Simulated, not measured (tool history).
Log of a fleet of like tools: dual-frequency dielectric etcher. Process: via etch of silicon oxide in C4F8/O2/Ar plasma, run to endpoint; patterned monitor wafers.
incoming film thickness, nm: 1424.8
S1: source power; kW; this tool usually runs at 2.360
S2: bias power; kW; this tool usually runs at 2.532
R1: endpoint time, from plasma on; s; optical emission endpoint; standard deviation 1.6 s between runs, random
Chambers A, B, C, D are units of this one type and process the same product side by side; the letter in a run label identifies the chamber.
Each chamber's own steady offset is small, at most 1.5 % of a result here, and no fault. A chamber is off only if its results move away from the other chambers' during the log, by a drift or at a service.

| run | hour | S1 | S2 | R1 |
|---|---|---|---|---|
| 1B | 10.6 | 2.360 | 2.532 | 245.54 |
|  | 16.7 | chamber B: source power generator calibrated |
| 2A | 26.5 | 2.360 | 2.532 | 243.99 |
|  | 35.0 | chamber A: wet clean of the chamber |
| 3D | 38.7 | 2.360 | 2.532 | 246.63 |
| 4C | 50.3 | 2.360 | 2.532 | 243.84 |
| 5B | 58.8 | 2.360 | 2.532 | 249.60 |
| 6A | 68.5 | 2.360 | 2.532 | 243.48 |
| 7C | 83.5 | 2.360 | 2.532 | 241.98 |
| 8D | 90.9 | 2.360 | 2.532 | 249.56 |
| 9D | 104.9 | 2.360 | 2.532 | 249.70 |
| 10C | 113.3 | 2.360 | 2.532 | 246.18 |
| 11A | 125.7 | 2.360 | 2.532 | 245.46 |
| 12B | 134.8 | 2.360 | 2.532 | 244.96 |
| 13B | 147.9 | 2.680 | 2.014 | 250.54 |
| 14D | 157.8 | 2.680 | 2.014 | 250.59 |
| 15A | 171.7 | 2.680 | 2.014 | 247.02 |
| 16C | 187.7 | 2.680 | 2.014 | 247.84 |
|  | 191.0 | chamber B: wet clean of the chamber |
| 17D | 195.6 | 2.360 | 2.532 | 248.74 |
| 18C | 204.9 | 2.360 | 2.532 | 245.62 |
| 19A | 214.1 | 2.360 | 2.532 | 242.71 |
| 20B | 224.1 | 2.360 | 2.532 | 247.75 |
| 21A | 233.6 | 2.360 | 2.532 | 245.09 |
|  | 243.1 | chamber C: wet clean of the chamber |
| 22C | 249.4 | 1.800 | 2.231 | 279.15 |
| 23D | 262.6 | 1.800 | 2.231 | 286.36 |
| 24B | 275.2 | 1.800 | 2.231 | 286.60 |
| 25C | 283.5 | 1.800 | 2.231 | 280.23 |
| 26D | 295.1 | 2.360 | 2.532 | 246.44 |
| 27A | 305.3 | 2.360 | 2.532 | 240.99 |
| 28B | 317.4 | 2.360 | 2.532 | 247.49 |
| 29D | 333.1 | 2.360 | 2.532 | 248.09 |
| 30C | 345.2 | 2.360 | 2.532 | 243.75 |
| 31A | 360.2 | 2.770 | 2.954 | 219.62 |
| 32B | 372.9 | 2.770 | 2.954 | 222.87 |
| 33C | 380.3 | 2.770 | 2.954 | 217.19 |
| 34A | 387.6 | 2.770 | 2.954 | 220.11 |
| 35D | 399.7 | 2.720 | 2.532 | 235.90 |
| 36B | 411.9 | 2.720 | 2.532 | 232.86 |
| 37A | 422.3 | 2.720 | 2.532 | 228.25 |
| 38C | 435.3 | 2.720 | 2.532 | 228.30 |
| 39D | 444.2 | 2.360 | 2.532 | 248.93 |
|  | 449.8 | chamber D: wet clean of the chamber |
| 40B | 456.8 | 2.360 | 2.532 | 247.05 |
| 41D | 468.8 | 2.360 | 2.532 | 247.12 |

Has any chamber moved away from the others, gradually or after a service, or does the common gauge drift, or do the chambers differ only by their own small steady offsets? State the chamber and the most likely cause if one applies.

Neither any chamber nor the gauge drifts; the chambers differ only by their own small, steady offsets.
